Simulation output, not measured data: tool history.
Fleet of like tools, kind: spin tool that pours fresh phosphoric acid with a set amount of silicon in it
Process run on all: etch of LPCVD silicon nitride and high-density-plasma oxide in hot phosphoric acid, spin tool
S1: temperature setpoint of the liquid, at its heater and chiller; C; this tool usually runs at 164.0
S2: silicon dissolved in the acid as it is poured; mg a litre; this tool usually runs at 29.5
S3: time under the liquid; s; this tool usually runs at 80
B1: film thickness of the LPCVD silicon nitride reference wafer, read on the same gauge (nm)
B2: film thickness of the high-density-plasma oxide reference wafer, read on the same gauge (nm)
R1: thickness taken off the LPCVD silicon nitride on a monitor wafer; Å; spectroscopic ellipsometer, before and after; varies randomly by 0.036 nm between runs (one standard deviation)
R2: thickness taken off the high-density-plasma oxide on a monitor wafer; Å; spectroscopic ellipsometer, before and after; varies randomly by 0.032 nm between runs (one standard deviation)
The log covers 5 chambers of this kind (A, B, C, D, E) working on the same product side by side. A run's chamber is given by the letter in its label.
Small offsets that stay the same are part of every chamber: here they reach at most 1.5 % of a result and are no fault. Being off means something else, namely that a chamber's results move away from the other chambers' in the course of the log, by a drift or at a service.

run   hour     S1    S2   S3      B1      B2       R1       R2
 1A    8.5  164.0  29.5   80  110.01  129.99   86.414  1.36940
 2C   15.4  164.0  29.5   80  110.00  130.01   88.401  0.83090
 3E   20.3  164.0  29.5   80  109.98  130.02   87.321  1.02860
 4D   26.0  164.0  29.5   80  109.99  130.00   86.440  0.95590
 5B   31.3  164.0   8.5   40  109.95  130.01   43.217  1.28010
 6B   40.1  164.0   8.5   40  110.05  130.01   43.676  0.90781
 7D   45.5  164.0   8.5   40  110.00  130.01   43.269  1.14440
      48.4  -- chamber A: heated supply line repaired
 8C   53.8  164.0   8.5   40  109.95  129.99   43.500  1.15390
 9E   59.5  164.0   8.5   40  109.97  129.98   43.128  1.06270
10A   67.0  164.0  29.5   80  110.00  130.00   85.707  0.98556
11C   74.6  164.0  29.5   80  110.04  129.99   86.714  1.01690
      74.9  -- chamber C: dissolved silicon flow meter replaced
12B   81.0  164.0  49.5   80  110.02  130.02   87.477  0.28698
13D   87.7  164.0  49.5   80  110.04  130.02   86.494  0.63248
14A   92.4  164.0  49.5   80  109.98  130.03   86.974  0.39175
15E  100.1  164.0  49.5   80  109.95  130.00   86.637  0.60278
16D  108.2  164.0  49.5   80  109.97  129.98   86.481  0.39906
17A  112.7  164.0  29.5   80  110.01  130.01   86.519  1.50250
18C  120.9  165.5  42.5   80  109.97  129.98   91.721  0.34125
19E  128.1  165.5  42.5   80  110.01  129.99   90.759  0.28811
     129.9  -- chamber B: thermometer replaced
20B  135.4  165.5  42.5   80  110.00  129.98   91.587  0.56831
21D  144.5  165.5  42.5   80  109.94  130.00   90.904  0.62038
22C  149.9  165.5  42.5   80  110.01  129.98   91.729  0.66842
23A  156.8  164.0  29.5   80  109.96  130.01   86.224  1.36190
24E  163.0  164.0  29.5   80  110.04  130.01   87.065  1.09540
25B  171.7  164.0  47.0   80  109.97  129.99   87.172  0.36605
26E  181.5  164.0  47.0   80  109.99  130.02   86.729  0.48799
27B  187.2  164.0  47.0   80  109.98  129.99   87.154  0.63795
28A  191.7  164.0  47.0   80  110.00  130.01   86.696  0.49899
     191.8  -- chamber D: dissolved silicon flow meter replaced
29C  198.9  164.0  47.0   80  109.94  129.96   87.392  0.20222
30D  203.9  164.0  29.5   80  109.98  129.99   86.796  1.01970
31D  208.9  164.0  29.5   80  110.01  130.01   86.875  0.88072
32A  213.4  164.0  29.5   80  110.03  129.98   86.193  1.31120
33C  218.9  164.0  29.5   80  110.02  130.00   87.581  1.42480
34E  228.5  164.0   6.5  125  110.01  130.02  135.270  4.07170
35B  234.1  164.0   6.5  125  110.01  130.03  134.890  3.78300
36A  238.5  164.0   6.5  125  110.00  129.98  134.560  2.27250
37E  245.9  164.0   6.5  125  110.02  130.00  135.190  2.91000
38D  252.8  164.0   6.5  125  110.04  129.99  135.980  2.96280

For the next run the whole fleet of 5 chambers uses the same settings. Give each chamber's results:
39A  259.8  164.0  47.0  80           ?   ?
39B  259.8  164.0  47.0  80           ?   ?
39C  259.8  164.0  47.0  80           ?   ?
39D  259.8  164.0  47.0  80           ?   ?
39E  259.8  164.0  47.0  80           ?   ?

run      R1       R2
39A  86.317  0.48195
39B  86.572  0.50950
39C  87.230  0.24995
39D  86.444  0.45915
39E  86.552  0.69478
